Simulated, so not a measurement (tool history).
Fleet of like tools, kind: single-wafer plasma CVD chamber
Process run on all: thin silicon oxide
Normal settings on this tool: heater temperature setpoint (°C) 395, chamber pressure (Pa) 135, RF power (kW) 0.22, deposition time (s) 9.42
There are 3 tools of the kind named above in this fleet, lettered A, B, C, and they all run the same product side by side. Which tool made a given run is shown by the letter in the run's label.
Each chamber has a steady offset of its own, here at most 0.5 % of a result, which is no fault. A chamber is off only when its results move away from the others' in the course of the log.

| run | hour | heater temperature setpoint (°C) | chamber pressure (Pa) | RF power (kW) | deposition time (s) | read-back reference wafer on the same gauge, thickness_nm | mean film thickness on the monitor wafer (angstrom) |
|---|---|---|---|---|---|---|---|
| 1C | 3 | 395 | 135 | 0.22 | 9.42 | 17.302 | 183.1 |
| 2B | 6 | 395 | 135 | 0.22 | 9.42 | 17.297 | 182.4 |
| 3A | 8.9 | 395 | 135 | 0.22 | 9.42 | 17.302 | 182.19 |
| 4B | 14.7 | 395 | 135 | 0.22 | 9.42 | 17.298 | 184.05 |
| 5C | 18.2 | 395 | 135 | 0.22 | 9.42 | 17.301 | 183.61 |
| 6A | 24.3 | 395 | 135 | 0.22 | 9.42 | 17.293 | 182.45 |
| 7B | 28.2 | 395 | 135 | 0.22 | 9.42 | 17.297 | 183.74 |
| 8A | 34.1 | 395 | 135 | 0.22 | 9.42 | 17.308 | 183.03 |
| 9C | 39.5 | 395 | 135 | 0.22 | 9.42 | 17.285 | 183.14 |
| 10B | 43.6 | 395 | 135 | 0.22 | 9.42 | 17.297 | 184.01 |
| 11A | 46.5 | 395 | 135 | 0.22 | 9.42 | 17.302 | 182.9 |
| 12C | 52.1 | 395 | 135 | 0.22 | 9.42 | 17.306 | 183.36 |
| 13C | 55.3 | 395 | 135 | 0.22 | 9.42 | 17.29 | 183.55 |
| 14A | 59.5 | 395 | 135 | 0.22 | 9.42 | 17.296 | 183.1 |
| 15B | 66.1 | 395 | 108 | 0.22 | 9.42 | 17.3 | 152.61 |
|  | 71 | chamber A: capacitance manometer re-zeroed and calibrated |
| 16A | 71.5 | 395 | 108 | 0.22 | 9.42 | 17.302 | 146.63 |
| 17C | 74.6 | 395 | 108 | 0.22 | 9.42 | 17.305 | 153.6 |
| 18B | 77.6 | 395 | 135 | 0.22 | 9.42 | 17.303 | 183.05 |
| 19A | 81.6 | 395 | 135 | 0.22 | 9.42 | 17.3 | 177.53 |
| 20C | 88.1 | 395 | 135 | 0.22 | 9.42 | 17.297 | 183.73 |
| 21B | 93.9 | 395 | 135 | 0.22 | 9.42 | 17.293 | 182.31 |
| 22B | 97.7 | 395 | 135 | 0.22 | 9.42 | 17.294 | 183.02 |
| 23A | 103.9 | 395 | 135 | 0.22 | 9.42 | 17.29 | 178.19 |
| 24C | 107.7 | 395 | 135 | 0.22 | 9.42 | 17.306 | 183.66 |
| 25B | 110.9 | 395 | 135 | 0.22 | 9.42 | 17.292 | 183.14 |
| 26C | 113.8 | 395 | 135 | 0.22 | 9.42 | 17.303 | 183.54 |
| 27A | 116.9 | 395 | 135 | 0.22 | 9.42 | 17.312 | 178.1 |
| 28C | 121.3 | 395 | 135 | 0.22 | 9.42 | 17.298 | 183.3 |
| 29A | 125.5 | 395 | 135 | 0.22 | 9.42 | 17.304 | 178.41 |
| 30B | 132 | 395 | 135 | 0.22 | 9.42 | 17.289 | 182.77 |
| 31A | 136.6 | 395 | 135 | 0.22 | 9.42 | 17.299 | 178.22 |
| 32C | 142.1 | 395 | 135 | 0.22 | 9.42 | 17.303 | 183.13 |
| 33B | 146.1 | 395 | 121 | 0.22 | 7.71 | 17.305 | 138.11 |
| 34A | 150.8 | 395 | 121 | 0.22 | 7.71 | 17.305 | 133.28 |
|  | 154.6 | chamber C: thermocouple changed; heater temperature recalibrated |
| 35C | 155.8 | 395 | 121 | 0.22 | 7.71 | 17.297 | 138.95 |
| 36B | 160.5 | 395 | 135 | 0.22 | 9.42 | 17.297 | 183.75 |
| 37C | 164.1 | 395 | 135 | 0.22 | 9.42 | 17.3 | 183.07 |
| 38A | 167.5 | 395 | 135 | 0.22 | 9.42 | 17.296 | 178.12 |
| 39B | 172.9 | 395 | 135 | 0.22 | 9.42 | 17.305 | 183.61 |

All 3 chambers run these settings next. Forecast each chamber's results:
| 40A | 177.6 | 395 | 135 | 0.22 | 8.29 |  | ? |
| 40B | 177.6 | 395 | 135 | 0.22 | 8.29 |  | ? |
| 40C | 177.6 | 395 | 135 | 0.22 | 8.29 |  | ? |

| run | mean film thickness on the monitor wafer (angstrom) |
|---|---|
| 40A | 157.05 |
| 40B | 160.98 |
| 40C | 161.07 |
